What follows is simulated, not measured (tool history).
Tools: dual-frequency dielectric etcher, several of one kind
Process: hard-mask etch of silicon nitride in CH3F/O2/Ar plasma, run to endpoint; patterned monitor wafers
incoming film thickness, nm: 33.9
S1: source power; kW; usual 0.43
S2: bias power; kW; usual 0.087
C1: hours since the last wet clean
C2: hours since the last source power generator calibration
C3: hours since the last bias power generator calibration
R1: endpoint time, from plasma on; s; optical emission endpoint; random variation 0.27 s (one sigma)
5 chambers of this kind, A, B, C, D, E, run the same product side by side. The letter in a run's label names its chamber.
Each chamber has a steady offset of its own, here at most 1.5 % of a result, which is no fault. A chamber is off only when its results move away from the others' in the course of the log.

run   hour    S1     S2     C1      C2      C3      R1
 1C   11.5  0.43  0.087    406   335.6  1141.2  45.479
 2E     23  0.43  0.087  296.2  1382.6   912.5  44.572
 3B   29.6  0.43  0.087  248.9  2125.8  1654.4  45.229
 4A   37.6  0.43  0.087  195.6  2502.5  3451.7  44.875
        41  -- chamber E: wet clean of the chamber
 5D   45.4  0.38  0.099  295.5  2662.3  3089.1  44.957
 6E     54  0.38  0.099     13  1413.6   943.5   44.91
 7A   60.3  0.38  0.099  218.3  2525.2  3474.4  44.728
 8B   66.4  0.38  0.099  285.7  2162.6  1691.2  44.851
      75.1  -- chamber C: wet clean of the chamber
 9D   75.8  0.38  0.099  325.9  2692.7  3119.5  44.954
10C   82.7  0.49  0.087    7.6   406.8  1212.4  42.773
11D   89.1  0.49  0.087  339.2    2706  3132.8  42.814
12C   98.6  0.49  0.087   23.5   422.7  1228.3  42.488
13B  107.4  0.49  0.087  326.7  2203.6  1732.2  43.339
14E  119.6  0.49  0.087   78.6  1479.2  1009.1  42.895
15A  127.5  0.43  0.087  285.5  2592.4  3541.6  44.974
16B  134.1  0.43  0.087  353.4  2230.3  1758.9  45.082
     146.3  -- chamber D: wet clean of the chamber
17C  147.4  0.43  0.087   72.3   471.5  1277.1  44.713
18E  161.3  0.43  0.087  120.3  1520.9  1050.8  45.127
19A    168  0.43  0.087    326  2632.9  3582.1  44.956
20D  179.5  0.43  0.087   33.2  2796.4  3223.2  44.771
21B  186.6  0.43  0.087  405.9  2282.8  1811.4  44.932
22A  194.8  0.43  0.087  352.8  2659.7  3608.9  44.621
       196  -- chamber A: wet clean of the chamber
     197.3  -- chamber B: wet clean of the chamber
23D  204.4  0.43  0.087   58.1  2821.3  3248.1  45.037
24E  215.9  0.49  0.087  174.9  1575.5  1105.4  42.768
25C  226.2  0.49  0.087  151.1   550.3  1355.9  43.087
26A    235  0.49  0.087     39  2699.9  3649.1   40.82
27C  248.8  0.49  0.087  173.7   572.9  1378.5  42.074
28B  255.8  0.49  0.087   58.5    2352  1880.6  43.432
29E  267.6  0.43  0.087  226.6  1627.2  1157.1  45.233
30D  277.2  0.43  0.087  130.9  2894.1  3320.9  44.417
31B  288.9  0.43  0.087   91.6  2385.1  1913.7   45.34
32D  300.9  0.43  0.087  154.6  2917.8  3344.6  44.915
33E  308.6  0.34  0.106  267.6  1668.2  1198.1  45.506
34C  322.6  0.34  0.106  247.5   646.7  1452.3  45.606
35A  330.1  0.34  0.106  134.1    2795  3744.2  43.082
36C  340.1  0.34  0.106    265   664.2  1469.8  45.748
37D  348.5  0.34  0.106  202.2  2965.4  3392.2  45.837

Is one chamber off against the others, does the gauge drift, or is nothing wrong? If a chamber is off, say which, and what the likeliest cause is.

A service left chamber A off against the others.
Cause: etch rate over this chamber's usual, % = 4.72.

Here are 4 candidates for chamber A's next run, each the usual settings with a change, their results left as question marks. Which one brings its results back in line with what the others give on the usual settings?
In line means no further than this from the other chambers' mean on the usual settings: R1 0.94 s
38A-1  358.6  0.42  0.086               ?
38A-2  358.6  0.46  0.093               ?
38A-3  358.6  0.43  0.075               ?
38A-4  358.6  0.44  0.088               ?

The other chambers' mean on the usual settings: R1 44.932 s
  run      R1
38A-1  43.241
38A-2  40.669
38A-3  44.951
38A-4   42.16
38A-3 brings the chamber back in line.

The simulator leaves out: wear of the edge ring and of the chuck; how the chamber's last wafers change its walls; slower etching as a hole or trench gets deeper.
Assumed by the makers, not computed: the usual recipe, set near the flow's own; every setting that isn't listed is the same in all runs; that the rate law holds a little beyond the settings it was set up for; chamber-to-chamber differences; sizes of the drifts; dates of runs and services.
